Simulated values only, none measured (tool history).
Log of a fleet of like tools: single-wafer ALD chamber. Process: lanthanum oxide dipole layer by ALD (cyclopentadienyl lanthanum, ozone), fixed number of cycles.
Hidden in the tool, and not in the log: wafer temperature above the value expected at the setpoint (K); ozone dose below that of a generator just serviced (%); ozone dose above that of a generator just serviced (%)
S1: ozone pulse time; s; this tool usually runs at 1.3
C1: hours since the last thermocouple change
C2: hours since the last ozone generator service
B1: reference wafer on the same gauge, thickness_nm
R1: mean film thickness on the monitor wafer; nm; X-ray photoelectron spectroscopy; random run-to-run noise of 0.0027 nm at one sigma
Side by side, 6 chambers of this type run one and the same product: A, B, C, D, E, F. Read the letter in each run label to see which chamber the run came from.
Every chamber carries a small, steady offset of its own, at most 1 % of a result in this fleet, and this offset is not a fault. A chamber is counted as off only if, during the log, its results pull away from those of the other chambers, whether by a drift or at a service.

run 1D hour=10.9 | S1=1.3 | C1=186 C2=588.3 | B1=0.52933 | R1=0.52942
run 2B hour=19.5 | S1=1.3 | C1=1368.8 C2=96.5 | B1=0.52918 | R1=0.53293
run 3E hour=27.9 | S1=1.3 | C1=1915.3 C2=1102.3 | B1=0.5294 | R1=0.53988
run 4F hour=33.9 | S1=1.3 | C1=1005.3 C2=1299.9 | B1=0.52838 | R1=0.54058
run 5C hour=43.2 | S1=1.3 | C1=332.5 C2=786.9 | B1=0.52872 | R1=0.53694
run 6A hour=49.6 | S1=1.3 | C1=726.9 C2=176 | B1=0.52876 | R1=0.53552
run 7F hour=58.7 | S1=1.3 | C1=1030.1 C2=1324.7 | B1=0.52867 | R1=0.53505
run 8D hour=71 | S1=1.3 | C1=246.1 C2=648.4 | B1=0.52895 | R1=0.53414
run 9C hour=81.4 | S1=1.3 | C1=370.7 C2=825.1 | B1=0.52899 | R1=0.53491
run 10A hour=88 | S1=1.3 | C1=765.3 C2=214.4 | B1=0.52931 | R1=0.53673
run 11E hour=95.8 | S1=1.3 | C1=1983.2 C2=1170.2 | B1=0.52857 | R1=0.53862
run 12B hour=106.9 | S1=1.3 | C1=1456.2 C2=183.9 | B1=0.52863 | R1=0.53587
-- hour=111.2 chamber A: thermocouple changed; heater temperature recalibrated
run 13E hour=114 | S1=1.3 | C1=2001.4 C2=1188.4 | B1=0.52939 | R1=0.53804
run 14B hour=124.6 | S1=1.3 | C1=1473.9 C2=201.6 | B1=0.52893 | R1=0.53446
run 15F hour=133.6 | S1=1.3 | C1=1105 C2=1399.6 | B1=0.52813 | R1=0.53533
run 16D hour=146 | S1=1.3 | C1=321.1 C2=723.4 | B1=0.52959 | R1=0.53471
run 17C hour=154.9 | S1=1.3 | C1=444.2 C2=898.6 | B1=0.52911 | R1=0.52146
run 18A hour=167.2 | S1=1.3 | C1=56 C2=293.6 | B1=0.52826 | R1=0.53684
run 19A hour=178.8 | S1=1.3 | C1=67.6 C2=305.2 | B1=0.52952 | R1=0.53312
run 20C hour=188 | S1=1.3 | C1=477.3 C2=931.7 | B1=0.52864 | R1=0.52513
run 21B hour=199.8 | S1=1.3 | C1=1549.1 C2=276.8 | B1=0.52933 | R1=0.5356
-- hour=207.5 chamber E: thermocouple changed; heater temperature recalibrated
run 22D hour=208.7 | S1=1.3 | C1=383.8 C2=786.1 | B1=0.52929 | R1=0.53038
run 23E hour=214.8 | S1=1.3 | C1=7.3 C2=1289.2 | B1=0.52892 | R1=0.5384
run 24F hour=224.2 | S1=1.3 | C1=1195.6 C2=1490.2 | B1=0.52888 | R1=0.53548
run 25C hour=236.4 | S1=1.3 | C1=525.7 C2=980.1 | B1=0.529 | R1=0.51822
run 26D hour=244 | S1=1.3 | C1=419.1 C2=821.4 | B1=0.5292 | R1=0.53425
run 27E hour=255.5 | S1=0.82 | C1=48 C2=1329.9 | B1=0.52909 | R1=0.46973
run 28B hour=263.9 | S1=0.82 | C1=1613.2 C2=340.9 | B1=0.52917 | R1=0.46162
run 29F hour=270.8 | S1=0.82 | C1=1242.2 C2=1536.8 | B1=0.52842 | R1=0.46749
run 30A hour=282.2 | S1=0.82 | C1=171 C2=408.6 | B1=0.52876 | R1=0.46374
run 31E hour=291 | S1=0.82 | C1=83.5 C2=1365.4 | B1=0.52974 | R1=0.47067
run 32B hour=299.7 | S1=0.82 | C1=1649 C2=376.7 | B1=0.52951 | R1=0.46611
run 33A hour=306 | S1=1.3 | C1=194.8 C2=432.4 | B1=0.52895 | R1=0.5381
run 34C hour=311.8 | S1=1.3 | C1=601.1 C2=1055.5 | B1=0.52951 | R1=0.50464
run 35D hour=320.6 | S1=1.3 | C1=495.7 C2=898 | B1=0.52931 | R1=0.53043
run 36F hour=331.6 | S1=1.3 | C1=1303 C2=1597.6 | B1=0.52922 | R1=0.53485
run 37A hour=340.6 | S1=1.3 | C1=229.4 C2=467 | B1=0.52831 | R1=0.5347
run 38F hour=347.3 | S1=1.3 | C1=1318.7 C2=1613.3 | B1=0.52887 | R1=0.54107

Read the log: is a single chamber off, either drifting away or since a service, is the gauge that measures every chamber drifting, or is nothing wrong beyond small per-chamber offsets? Name any odd chamber and what most likely caused it.

It is chamber C that slowly wanders off from its peers.
What lies behind it: ozone dose below that of a generator just serviced (%) = 21.4.

Below are 4 candidate recipes for chamber C's next run, each the usual settings with a change, their results shown as question marks. Which of them brings C's results back in line with what the other chambers give on the usual settings?
To be in line, a result may differ from the other chambers' mean on the usual settings by at most: R1 0.0096 nm
run 39C-1 hour=356.2 | S1=1.59 | R1=?
run 39C-2 hour=356.2 | S1=1.4 | R1=?
run 39C-3 hour=356.2 | S1=1.08 | R1=?
run 39C-4 hour=356.2 | S1=1.2 | R1=?

Average result of the remaining chambers running the usual settings: R1 0.53554 nm
run=39C-1 R1=0.53217
run=39C-2 R1=0.51571
run=39C-3 R1=0.4741
run=39C-4 R1=0.49219
The answer is 39C-1, which returns the chamber to within the allowed miss of the others.
